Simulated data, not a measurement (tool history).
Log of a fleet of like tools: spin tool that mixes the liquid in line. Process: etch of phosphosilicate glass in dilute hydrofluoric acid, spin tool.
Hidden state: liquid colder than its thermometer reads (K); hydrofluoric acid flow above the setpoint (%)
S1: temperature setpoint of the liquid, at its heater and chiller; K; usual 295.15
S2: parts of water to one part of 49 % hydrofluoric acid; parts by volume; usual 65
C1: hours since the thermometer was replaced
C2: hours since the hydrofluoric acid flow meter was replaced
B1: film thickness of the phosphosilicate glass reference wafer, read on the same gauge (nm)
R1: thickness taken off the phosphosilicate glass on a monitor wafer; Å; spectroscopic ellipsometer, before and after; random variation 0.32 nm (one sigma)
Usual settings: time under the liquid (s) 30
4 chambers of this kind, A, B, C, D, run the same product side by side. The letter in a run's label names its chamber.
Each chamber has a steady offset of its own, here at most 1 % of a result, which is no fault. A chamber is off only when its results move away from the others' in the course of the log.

Run 1D, hour 6.7: usual settings; C1 367.7; C2 1302.3; B1 39.952. Result: R1 380.66 Å.
Run 2A, hour 13.2: usual settings; C1 247.3; C2 66.1; B1 39.998. Result: R1 384.51 Å.
Run 3C, hour 17.9: usual settings; C1 1875.7; C2 865; B1 40.015. Result: R1 381.83 Å.
Run 4B, hour 22.6: usual settings; C1 27.5; C2 957.3; B1 40.005. Result: R1 387.02 Å.
At hour 25.4: chamber C: thermometer replaced.
Run 5C, hour 25.9: usual settings; C1 0.6; C2 873; B1 40.007. Result: R1 388.74 Å.
Run 6A, hour 32.1: usual settings; C1 266.2; C2 85; B1 39.994. Result: R1 385.97 Å.
Run 7B, hour 39.1: usual settings; C1 44; C2 973.8; B1 39.976. Result: R1 384.22 Å.
Run 8D, hour 43.3: usual settings; C1 404.3; C2 1338.9; B1 40.019. Result: R1 381.81 Å.
Run 9D, hour 49.2: usual settings; C1 410.2; C2 1344.8; B1 39.974. Result: R1 386.69 Å.
Run 10C, hour 53.6: usual settings but S1 297.15 K, S2 50 parts by volume; C1 28.3; C2 900.7; B1 39.967. Result: R1 565.23 Å.
Run 11A, hour 58.7: usual settings but S1 297.15 K, S2 50 parts by volume; C1 292.8; C2 111.6; B1 39.968. Result: R1 556.97 Å.
Run 12B, hour 63.6: usual settings but S1 297.15 K, S2 50 parts by volume; C1 68.5; C2 998.3; B1 40.018. Result: R1 555.91 Å.
Run 13C, hour 69.1: usual settings but S1 297.15 K, S2 50 parts by volume; C1 43.8; C2 916.2; B1 40.027. Result: R1 574.25 Å.
Run 14B, hour 75.6: usual settings; C1 80.5; C2 1010.3; B1 39.982. Result: R1 386.84 Å.
Run 15A, hour 80.8: usual settings; C1 314.9; C2 133.7; B1 40.01. Result: R1 386.19 Å.
Run 16D, hour 84: usual settings; C1 445; C2 1379.6; B1 39.991. Result: R1 385.31 Å.
Run 17A, hour 88.5: usual settings; C1 322.6; C2 141.4; B1 39.992. Result: R1 382.96 Å.
Run 18D, hour 94.2: usual settings; C1 455.2; C2 1389.8; B1 39.987. Result: R1 384.99 Å.
Run 19B, hour 98.1: usual settings; C1 103; C2 1032.8; B1 39.996. Result: R1 381.65 Å.
Run 20C, hour 101.7: usual settings but time under the liquid (s) 15; C1 76.4; C2 948.8; B1 39.989. Result: R1 200.64 Å.
Run 21D, hour 106.2: usual settings but time under the liquid (s) 15; C1 467.2; C2 1401.8; B1 39.965. Result: R1 192.59 Å.
Run 22B, hour 110.6: usual settings but time under the liquid (s) 15; C1 115.5; C2 1045.3; B1 40.001. Result: R1 192.09 Å.
Run 23A, hour 117.5: usual settings but time under the liquid (s) 15; C1 351.6; C2 170.4; B1 39.987. Result: R1 192.21 Å.
Run 24C, hour 121.9: usual settings; C1 96.6; C2 969; B1 39.999. Result: R1 406.84 Å.
Run 25B, hour 128.1: usual settings; C1 133; C2 1062.8; B1 39.989. Result: R1 391.13 Å.
Run 26D, hour 134.3: usual settings; C1 495.3; C2 1429.9; B1 40.001. Result: R1 383.18 Å.
Run 27A, hour 140.9: usual settings; C1 375; C2 193.8; B1 40.004. Result: R1 387.49 Å.
Run 28C, hour 144.7: usual settings; C1 119.4; C2 991.8; B1 40.005. Result: R1 413.23 Å.
Run 29A, hour 149.8: usual settings; C1 383.9; C2 202.7; B1 40.008. Result: R1 383.46 Å.
Run 30C, hour 155.5: usual settings; C1 130.2; C2 1002.6; B1 40.035. Result: R1 423.07 Å.
Run 31B, hour 159.1: usual settings; C1 164; C2 1093.8; B1 40.002. Result: R1 386.45 Å.
Run 32D, hour 164.9: usual settings; C1 525.9; C2 1460.5; B1 39.978. Result: R1 379.29 Å.
Run 33B, hour 171.6: usual settings; C1 176.5; C2 1106.3; B1 39.985. Result: R1 387.95 Å.
Run 34C, hour 176.6: usual settings; C1 151.3; C2 1023.7; B1 40.02. Result: R1 423.06 Å.
Run 35A, hour 181.1: usual settings; C1 415.2; C2 234; B1 40.008. Result: R1 386.32 Å.

What goes on in this fleet: one chamber off, a drifting gauge, or nothing beyond the chambers' own small offsets? Name the chamber and the cause, if any.

Chamber C drifts away from the others.
Cause: hydrofluoric acid flow above the setpoint (%) = 11.
The log may not tell that from: liquid hotter than its thermometer reads (K).

Here are 4 candidates for chamber C's next run, each the usual settings with a change, their results left as question marks. Which one brings its results back in line with what the others give on the usual settings?
In line means no further than this from the other chambers' mean on the usual settings: R1 11 Å
Run 36C-1, hour 186.3: usual settings but S1 294.65 K, S2 70 parts by volume. Result: R1 ?.
Run 36C-2, hour 186.3: usual settings but S1 297.65 K. Result: R1 ?.
Run 36C-3, hour 186.3: usual settings but S1 296.15 K. Result: R1 ?.
Run 36C-4, hour 186.3: usual settings but S1 294.15 K. Result: R1 ?.

The other chambers' mean on the usual settings: R1 384.56 Å
  run      R1
36C-1  388.89
36C-2  477.11
36C-3   448.3
36C-4  412.19
36C-1 brings the chamber back in line.
